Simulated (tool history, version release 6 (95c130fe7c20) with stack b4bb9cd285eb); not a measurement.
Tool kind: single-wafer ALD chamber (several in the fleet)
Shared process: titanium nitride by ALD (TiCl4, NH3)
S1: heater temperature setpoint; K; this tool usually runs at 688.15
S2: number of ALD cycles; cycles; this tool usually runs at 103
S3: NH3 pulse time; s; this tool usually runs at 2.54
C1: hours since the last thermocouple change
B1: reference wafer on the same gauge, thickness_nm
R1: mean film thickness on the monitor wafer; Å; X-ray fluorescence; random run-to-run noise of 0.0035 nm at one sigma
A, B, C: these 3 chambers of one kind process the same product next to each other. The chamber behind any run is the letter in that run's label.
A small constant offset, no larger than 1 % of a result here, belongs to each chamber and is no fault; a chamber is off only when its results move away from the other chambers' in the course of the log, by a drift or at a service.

| run | hour | S1 | S2 | S3 | C1 | B1 | R1 |
|---|---|---|---|---|---|---|---|
| 1A | 7.4 | 688.15 | 103 | 2.54 | 282.5 | 2.2194 | 23.206 |
| 2C | 14.3 | 688.15 | 103 | 2.54 | 529.1 | 2.2182 | 23.032 |
| 3B | 19.1 | 688.15 | 103 | 2.54 | 1317.6 | 2.2187 | 23.075 |
| 4A | 24.0 | 688.15 | 103 | 2.54 | 299.1 | 2.2191 | 23.125 |
| 5B | 28.6 | 688.15 | 103 | 2.54 | 1327.1 | 2.2192 | 23.167 |
| 6C | 35.4 | 680.15 | 103 | 2.22 | 550.2 | 2.2172 | 22.843 |
| 7C | 41.0 | 680.15 | 103 | 2.22 | 555.8 | 2.2183 | 22.802 |
| 8A | 45.2 | 680.15 | 103 | 2.22 | 320.3 | 2.2172 | 22.970 |
| 9B | 52.4 | 688.15 | 103 | 2.54 | 1350.9 | 2.2173 | 23.134 |
| 10C | 59.9 | 688.15 | 103 | 2.54 | 574.7 | 2.2160 | 22.945 |
| 11A | 64.1 | 688.15 | 103 | 2.54 | 339.2 | 2.2158 | 23.122 |
| 12B | 68.3 | 681.15 | 103 | 3.43 | 1366.8 | 2.2160 | 23.273 |
| 13A | 74.8 | 681.15 | 103 | 3.43 | 349.9 | 2.2161 | 23.333 |
| 14C | 80.4 | 681.15 | 103 | 3.43 | 595.2 | 2.2159 | 23.094 |
| 15B | 84.5 | 688.15 | 103 | 2.54 | 1383.0 | 2.2148 | 23.031 |
| 16A | 91.6 | 688.15 | 103 | 2.54 | 366.7 | 2.2146 | 23.030 |
| 17C | 99.7 | 688.15 | 103 | 2.54 | 614.5 | 2.2144 | 22.935 |
| 18B | 105.1 | 688.15 | 103 | 2.54 | 1403.6 | 2.2145 | 23.117 |
| 19C | 109.8 | 688.15 | 103 | 2.54 | 624.6 | 2.2145 | 22.949 |
| 20A | 116.9 | 688.15 | 103 | 2.54 | 392.0 | 2.2139 | 23.065 |
| 21B | 124.6 | 688.15 | 103 | 2.54 | 1423.1 | 2.2134 | 23.119 |
| 22A | 130.5 | 688.15 | 103 | 2.54 | 405.6 | 2.2132 | 23.074 |
| 23C | 135.2 | 688.15 | 103 | 2.54 | 650.0 | 2.2121 | 22.873 |
| 24B | 140.2 | 697.15 | 103 | 3.01 | 1438.7 | 2.2123 | 23.282 |
| 25C | 145.4 | 697.15 | 103 | 3.01 | 660.2 | 2.2115 | 23.083 |
| 26A | 149.4 | 697.15 | 103 | 3.01 | 424.5 | 2.2112 | 23.220 |
| 27B | 156.0 | 688.15 | 121 | 3.50 | 1454.5 | 2.2106 | 27.338 |
| 28A | 162.3 | 688.15 | 121 | 3.50 | 437.4 | 2.2103 | 27.258 |
| 29B | 166.4 | 688.15 | 121 | 3.50 | 1464.9 | 2.2112 | 27.344 |
| 30C | 171.8 | 688.15 | 103 | 2.54 | 686.6 | 2.2108 | 22.899 |
| 31C | 177.9 | 688.15 | 103 | 2.54 | 692.7 | 2.2094 | 22.880 |
| 32B | 184.3 | 688.15 | 103 | 2.54 | 1482.8 | 2.2100 | 23.107 |
| 33A | 191.7 | 692.15 | 90 | 2.54 | 466.8 | 2.2086 | 20.103 |
| 34B | 197.9 | 692.15 | 90 | 2.54 | 1496.4 | 2.2086 | 20.115 |
| 35C | 201.6 | 692.15 | 90 | 2.54 | 716.4 | 2.2088 | 20.002 |
| 36A | 209.5 | 688.15 | 103 | 2.54 | 484.6 | 2.2083 | 23.034 |
| 37B | 216.1 | 688.15 | 103 | 2.54 | 1514.6 | 2.2078 | 23.016 |
| 38C | 220.2 | 688.15 | 103 | 2.54 | 735.0 | 2.2076 | 22.805 |
| 39A | 227.5 | 688.15 | 103 | 2.54 | 502.6 | 2.2072 | 23.015 |
| 40A | 232.2 | 699.15 | 103 | 2.54 | 507.3 | 2.2061 | 22.990 |
| 41C | 238.4 | 699.15 | 103 | 2.54 | 753.2 | 2.2061 | 22.893 |
| 42B | 244.3 | 699.15 | 103 | 2.54 | 1542.8 | 2.2059 | 23.052 |

For the next run the whole fleet of 3 chambers uses the same settings. Give each chamber's results:
| 43A | 250.2 | 688.15 | 103 | 2.54 |  |  | ? |
| 43B | 250.2 | 688.15 | 103 | 2.54 |  |  | ? |
| 43C | 250.2 | 688.15 | 103 | 2.54 |  |  | ? |

| run | R1 |
|---|---|
| 43A | 23.000 |
| 43B | 23.099 |
| 43C | 22.876 |
